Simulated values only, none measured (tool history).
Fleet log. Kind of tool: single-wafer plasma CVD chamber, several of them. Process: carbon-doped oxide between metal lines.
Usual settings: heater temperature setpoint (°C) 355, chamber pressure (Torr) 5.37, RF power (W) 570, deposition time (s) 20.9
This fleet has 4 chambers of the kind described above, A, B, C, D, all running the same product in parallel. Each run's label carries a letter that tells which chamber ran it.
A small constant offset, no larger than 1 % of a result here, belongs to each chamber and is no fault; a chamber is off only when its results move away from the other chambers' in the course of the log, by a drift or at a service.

run   hour  heater temperature setpoint (°C)  chamber pressure (Torr)  RF power (W)  deposition time (s)  hours since the last thermocouple change  hours since the last RF generator calibration  hours since the last manometer calibration  read-back reference wafer on the same gauge, thickness_nm  mean film thickness on the monitor wafer (nm)
 1B    4.7                               355                     5.37           570                 20.9                                     427.8                                         1017.5                                      1807.8                                                     135.00                                         115.37
 2D    9.5                               355                     5.37           570                 20.9                                    1372.9                                          226.3                                       696.6                                                     135.06                                         117.08
 3A   11.8                               355                     5.37           570                 20.9                                     997.7                                         1668.4                                      1583.4                                                     135.05                                         116.13
 4C   16.0                               355                     5.37           570                 20.9                                    2876.8                                          919.6                                       341.3                                                     135.13                                         116.34
 5C   19.6                               355                     5.37           570                 20.9                                    2880.4                                          923.2                                       344.9                                                     135.06                                         116.27
 6A   23.5                               355                     5.37           570                 20.9                                    1009.4                                         1680.1                                      1595.1                                                     135.13                                         115.90
 7D   26.6                               355                     5.37           570                 20.9                                    1390.0                                          243.4                                       713.7                                                     135.07                                         117.08
 8B   29.2                               355                     5.37           570                 20.9                                     452.3                                         1042.0                                      1832.3                                                     135.18                                         115.75
 9D   32.2                               355                     5.37           570                 20.9                                    1395.6                                          249.0                                       719.3                                                     135.15                                         117.27
10B   35.4                               355                     5.37           570                 20.9                                     458.5                                         1048.2                                      1838.5                                                     135.16                                         115.72
11C   39.9                               355                     5.37           570                 20.9                                    2900.7                                          943.5                                       365.2                                                     135.17                                         116.31
12A   42.1                               361                     4.20           570                 20.9                                    1028.0                                         1698.7                                      1613.7                                                     135.23                                         110.32
13C   44.6                               361                     4.20           570                 20.9                                    2905.4                                          948.2                                       369.9                                                     135.22                                         110.33
14D   47.1                               361                     4.20           570                 20.9                                    1410.5                                          263.9                                       734.2                                                     135.21                                         111.44
15B   50.3                               361                     4.20           570                 20.9                                     473.4                                         1063.1                                      1853.4                                                     135.21                                         109.92
      54.4  -- chamber A: thermocouple changed; heater temperature recalibrated
16A   54.5                               355                     5.37           570                 20.9                                       0.2                                         1711.1                                      1626.1                                                     135.29                                         115.91
17A   58.7                               355                     4.15           570                 22.9                                       4.4                                         1715.3                                      1630.3                                                     135.32                                         122.77
18C   63.1                               355                     4.15           570                 22.9                                    2923.9                                          966.7                                       388.4                                                     135.27                                         122.87
19D   67.5                               355                     4.15           570                 22.9                                    1430.9                                          284.3                                       754.6                                                     135.34                                         123.77
20B   70.6                               355                     4.15           570                 22.9                                     493.7                                         1083.4                                      1873.7                                                     135.37                                         122.21
21B   74.3                               355                     5.37           570                 20.9                                     497.4                                         1087.1                                      1877.4                                                     135.33                                         115.46
22A   79.4                               355                     5.37           570                 20.9                                      25.1                                         1736.0                                      1651.0                                                     135.41                                         116.35
23D   84.5                               355                     5.37           570                 20.9                                    1447.9                                          301.3                                       771.6                                                     135.46                                         117.39
24C   88.0                               355                     5.37           570                 20.9                                    2948.8                                          991.6                                       413.3                                                     135.39                                         116.63
25A   90.8                               345                     5.37           570                 20.9                                      36.5                                         1747.4                                      1662.4                                                     135.47                                         119.66
26C   94.0                               345                     5.37           570                 20.9                                    2954.8                                          997.6                                       419.3                                                     135.46                                         120.01
27B   97.6                               345                     5.37           570                 20.9                                     520.7                                         1110.4                                      1900.7                                                     135.47                                         119.09
28D  101.8                               345                     5.37           570                 20.9                                    1465.2                                          318.6                                       788.9                                                     135.50                                         120.94
29C  104.7                               355                     5.37           570                 20.9                                    2965.5                                         1008.3                                       430.0                                                     135.52                                         116.47
     105.4  -- chamber C: thermocouple changed; heater temperature recalibrated
30B  108.2                               355                     5.37           570                 20.9                                     531.3                                         1121.0                                      1911.3                                                     135.53                                         115.85
31D  111.4                               355                     5.37           570                 20.9                                    1474.8                                          328.2                                       798.5                                                     135.53                                         117.25
32A  114.9                               355                     5.37           570                 20.9                                      60.6                                         1771.5                                      1686.5                                                     135.56                                         116.25
33A  119.3                               355                     5.37           570                 20.9                                      65.0                                         1775.9                                      1690.9                                                     135.55                                         116.41
34D  122.4                               355                     5.37           570                 20.9                                    1485.8                                          339.2                                       809.5                                                     135.62                                         117.58
35C  126.4                               355                     4.80           570                 20.9                                      21.1                                         1030.0                                       451.7                                                     135.58                                         114.61
36B  130.6                               355                     4.80           570                 20.9                                     553.7                                         1143.4                                      1933.7                                                     135.61                                         114.20
37B  135.2                               355                     4.80           570                 20.9                                     558.3                                         1148.0                                      1938.3                                                     135.67                                         113.89
38A  139.5                               355                     4.80           570                 20.9                                      85.2                                         1796.1                                      1711.1                                                     135.69                                         114.88
39C  144.1                               355                     5.37           570                 20.9                                      38.8                                         1047.7                                       469.4                                                     135.67                                         116.68
40D  147.3                               355                     5.37           570                 20.9                                    1510.7                                          364.1                                       834.4                                                     135.72                                         117.59
41B  152.4                               355                     5.37           570                 20.9                                     575.5                                         1165.2                                      1955.5                                                     135.73                                         115.72
42C  155.4                               355                     5.37           570                 20.9                                      50.1                                         1059.0                                       480.7                                                     135.71                                         116.90

One chamber off, gauge drift, or nothing amiss beyond the chambers' own small offsets? If it is a chamber, which one, and what is the likeliest cause?

The gauge drifts, so all chambers seem to drift together. No chamber is off.
What lies behind it: gauge reads high (%) = 0.577.
